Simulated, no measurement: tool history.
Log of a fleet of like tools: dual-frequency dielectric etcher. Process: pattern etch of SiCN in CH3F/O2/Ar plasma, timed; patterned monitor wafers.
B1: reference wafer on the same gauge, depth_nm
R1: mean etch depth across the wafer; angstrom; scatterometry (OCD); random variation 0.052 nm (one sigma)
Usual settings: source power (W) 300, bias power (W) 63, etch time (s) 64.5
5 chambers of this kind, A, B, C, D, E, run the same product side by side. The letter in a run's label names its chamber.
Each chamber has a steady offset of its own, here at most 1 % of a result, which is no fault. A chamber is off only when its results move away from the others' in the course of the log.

run 1D hour=6.5 | source_power_(W)=300 bias_power_(W)=63 etch_time_(s)=64.5 | B1=23.812 | R1=208.15
run 2B hour=14.5 | source_power_(W)=300 bias_power_(W)=63 etch_time_(s)=64.5 | B1=23.806 | R1=204.91
run 3C hour=20.0 | source_power_(W)=300 bias_power_(W)=63 etch_time_(s)=64.5 | B1=23.792 | R1=208.07
run 4E hour=24.6 | source_power_(W)=300 bias_power_(W)=63 etch_time_(s)=64.5 | B1=23.799 | R1=207.21
run 5A hour=28.7 | source_power_(W)=250 bias_power_(W)=63 etch_time_(s)=64.5 | B1=23.819 | R1=193.34
run 6B hour=36.1 | source_power_(W)=250 bias_power_(W)=63 etch_time_(s)=64.5 | B1=23.791 | R1=192.42
run 7D hour=42.2 | source_power_(W)=250 bias_power_(W)=63 etch_time_(s)=64.5 | B1=23.788 | R1=193.54
run 8E hour=46.7 | source_power_(W)=250 bias_power_(W)=63 etch_time_(s)=64.5 | B1=23.812 | R1=192.71
run 9C hour=54.9 | source_power_(W)=250 bias_power_(W)=63 etch_time_(s)=64.5 | B1=23.795 | R1=194.42
run 10A hour=59.2 | source_power_(W)=300 bias_power_(W)=63 etch_time_(s)=64.5 | B1=23.805 | R1=207.50
run 11D hour=66.8 | source_power_(W)=300 bias_power_(W)=56 etch_time_(s)=64.5 | B1=23.798 | R1=199.55
run 12E hour=74.6 | source_power_(W)=300 bias_power_(W)=56 etch_time_(s)=64.5 | B1=23.812 | R1=198.81
run 13C hour=78.7 | source_power_(W)=300 bias_power_(W)=56 etch_time_(s)=64.5 | B1=23.796 | R1=200.21
run 14B hour=85.0 | source_power_(W)=300 bias_power_(W)=56 etch_time_(s)=64.5 | B1=23.812 | R1=196.35
run 15A hour=92.0 | source_power_(W)=300 bias_power_(W)=56 etch_time_(s)=64.5 | B1=23.812 | R1=198.12
run 16A hour=100.3 | source_power_(W)=300 bias_power_(W)=63 etch_time_(s)=64.5 | B1=23.798 | R1=206.99
run 17B hour=107.6 | source_power_(W)=300 bias_power_(W)=63 etch_time_(s)=64.5 | B1=23.793 | R1=204.96
run 18D hour=115.5 | source_power_(W)=300 bias_power_(W)=63 etch_time_(s)=64.5 | B1=23.810 | R1=208.47
run 19C hour=121.2 | source_power_(W)=300 bias_power_(W)=63 etch_time_(s)=64.5 | B1=23.792 | R1=208.43
run 20E hour=127.0 | source_power_(W)=300 bias_power_(W)=63 etch_time_(s)=64.5 | B1=23.789 | R1=206.08
run 21C hour=131.7 | source_power_(W)=300 bias_power_(W)=63 etch_time_(s)=64.5 | B1=23.801 | R1=208.63
run 22E hour=139.7 | source_power_(W)=300 bias_power_(W)=63 etch_time_(s)=64.5 | B1=23.802 | R1=206.45
run 23A hour=144.6 | source_power_(W)=300 bias_power_(W)=63 etch_time_(s)=64.5 | B1=23.821 | R1=206.04
run 24D hour=150.6 | source_power_(W)=260 bias_power_(W)=63 etch_time_(s)=64.5 | B1=23.798 | R1=196.65
run 25B hour=155.6 | source_power_(W)=260 bias_power_(W)=63 etch_time_(s)=64.5 | B1=23.811 | R1=192.98
run 26B hour=159.9 | source_power_(W)=260 bias_power_(W)=63 etch_time_(s)=64.5 | B1=23.790 | R1=192.83
run 27D hour=164.4 | source_power_(W)=260 bias_power_(W)=63 etch_time_(s)=64.5 | B1=23.806 | R1=196.78
run 28E hour=172.1 | source_power_(W)=260 bias_power_(W)=63 etch_time_(s)=64.5 | B1=23.806 | R1=196.33
run 29A hour=176.5 | source_power_(W)=300 bias_power_(W)=63 etch_time_(s)=64.5 | B1=23.789 | R1=207.47
run 30C hour=182.4 | source_power_(W)=300 bias_power_(W)=63 etch_time_(s)=64.5 | B1=23.786 | R1=209.53
run 31E hour=186.6 | source_power_(W)=300 bias_power_(W)=63 etch_time_(s)=64.5 | B1=23.815 | R1=206.76
run 32C hour=195.1 | source_power_(W)=300 bias_power_(W)=63 etch_time_(s)=64.5 | B1=23.801 | R1=208.85
run 33B hour=202.2 | source_power_(W)=300 bias_power_(W)=63 etch_time_(s)=64.5 | B1=23.793 | R1=202.88
run 34D hour=208.9 | source_power_(W)=300 bias_power_(W)=63 etch_time_(s)=64.5 | B1=23.805 | R1=207.78
-- hour=214.6 chamber A: wet clean of the chamber
run 35A hour=217.0 | source_power_(W)=300 bias_power_(W)=63 etch_time_(s)=64.5 | B1=23.795 | R1=206.79

All 5 chambers run these settings next. Forecast each chamber's results:
run 36A hour=223.2 | source_power_(W)=300 bias_power_(W)=63 etch_time_(s)=64.5 | R1=?
run 36B hour=223.2 | source_power_(W)=300 bias_power_(W)=63 etch_time_(s)=64.5 | R1=?
run 36C hour=223.2 | source_power_(W)=300 bias_power_(W)=63 etch_time_(s)=64.5 | R1=?
run 36D hour=223.2 | source_power_(W)=300 bias_power_(W)=63 etch_time_(s)=64.5 | R1=?
run 36E hour=223.2 | source_power_(W)=300 bias_power_(W)=63 etch_time_(s)=64.5 | R1=?

run=36A R1=207.77
run=36B R1=203.51
run=36C R1=209.02
run=36D R1=208.47
run=36E R1=206.10
